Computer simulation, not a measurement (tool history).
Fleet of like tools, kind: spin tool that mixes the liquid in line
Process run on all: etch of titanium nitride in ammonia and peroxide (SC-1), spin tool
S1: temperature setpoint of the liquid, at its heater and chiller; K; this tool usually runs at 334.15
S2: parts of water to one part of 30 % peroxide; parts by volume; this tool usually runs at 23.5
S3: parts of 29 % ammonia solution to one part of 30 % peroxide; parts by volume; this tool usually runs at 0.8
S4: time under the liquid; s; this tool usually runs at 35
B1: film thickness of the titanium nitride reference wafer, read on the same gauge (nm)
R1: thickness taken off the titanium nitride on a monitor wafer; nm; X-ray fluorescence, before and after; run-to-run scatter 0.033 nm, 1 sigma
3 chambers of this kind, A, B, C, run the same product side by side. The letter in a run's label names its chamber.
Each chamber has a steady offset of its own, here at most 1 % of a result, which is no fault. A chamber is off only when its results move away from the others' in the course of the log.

run	hour	S1	S2	S3	S4	B1	R1
1C	11.2	334.15	23.5	0.8	35	70	4.3239
# hour 20.9: chamber B: thermometer replaced
2B	23.3	334.15	23.5	0.8	35	70.004	4.2938
3A	32.2	334.15	23.5	0.8	35	69.961	4.3194
4A	39	334.15	23.5	0.8	35	69.988	4.3272
5C	53.7	334.15	23.5	0.8	35	69.994	4.3493
6B	64.2	330.15	23.5	0.8	35	69.967	3.2963
7B	74.2	330.15	23.5	0.8	35	69.994	3.3621
# hour 79.9: chamber A: heated supply line repaired
8C	82.8	330.15	23.5	0.8	35	69.997	3.2912
9A	89.6	334.15	23.5	0.8	35	69.971	4.3366
10A	104.3	334.15	23.5	0.8	35	70	4.2801
11B	116.4	334.15	23.5	0.8	35	70.003	4.2986
12C	124.9	334.15	23.5	1	35	70.011	4.4307
13B	134	334.15	23.5	1	35	70.017	4.4584
14A	145	334.15	23.5	1	35	70.027	4.4159
15C	151.8	334.15	23.5	0.8	35	69.977	4.2688
16B	165.8	334.15	23.5	0.8	35	70.025	4.3397
17C	178.2	334.15	23.5	0.8	35	69.989	4.2062
18A	188.4	334.15	23.5	0.8	35	69.985	4.2617
19A	196.9	334.15	23.5	0.8	35	69.991	4.3053
20B	211.7	334.15	23.5	0.8	35	70.012	4.3206
21C	221	334.15	23.5	0.8	35	70.024	4.1135
22C	231.2	334.15	23.5	0.8	35	69.956	4.1166
23A	238.4	334.15	23.5	0.8	35	70.016	4.2356
24B	247.5	334.15	23.5	0.8	35	69.987	4.3047
25A	260.3	334.15	35	1.2	35	69.997	3.6834
26B	269.9	334.15	35	1.2	35	70.023	3.6791
27C	284.1	334.15	35	1.2	35	70.007	3.3788
28C	296.1	334.15	23.5	0.8	35	70.028	3.9249
29B	309.5	334.15	23.5	0.8	35	70.054	4.2698

Each of the 3 chambers runs these same settings next. Fill in every chamber's results:
30A	320.4	334.15	23.5	0.5	35		?
30B	320.4	334.15	23.5	0.5	35		?
30C	320.4	334.15	23.5	0.5	35		?

run	R1
30A	3.9234
30B	3.9514
30C	3.5423
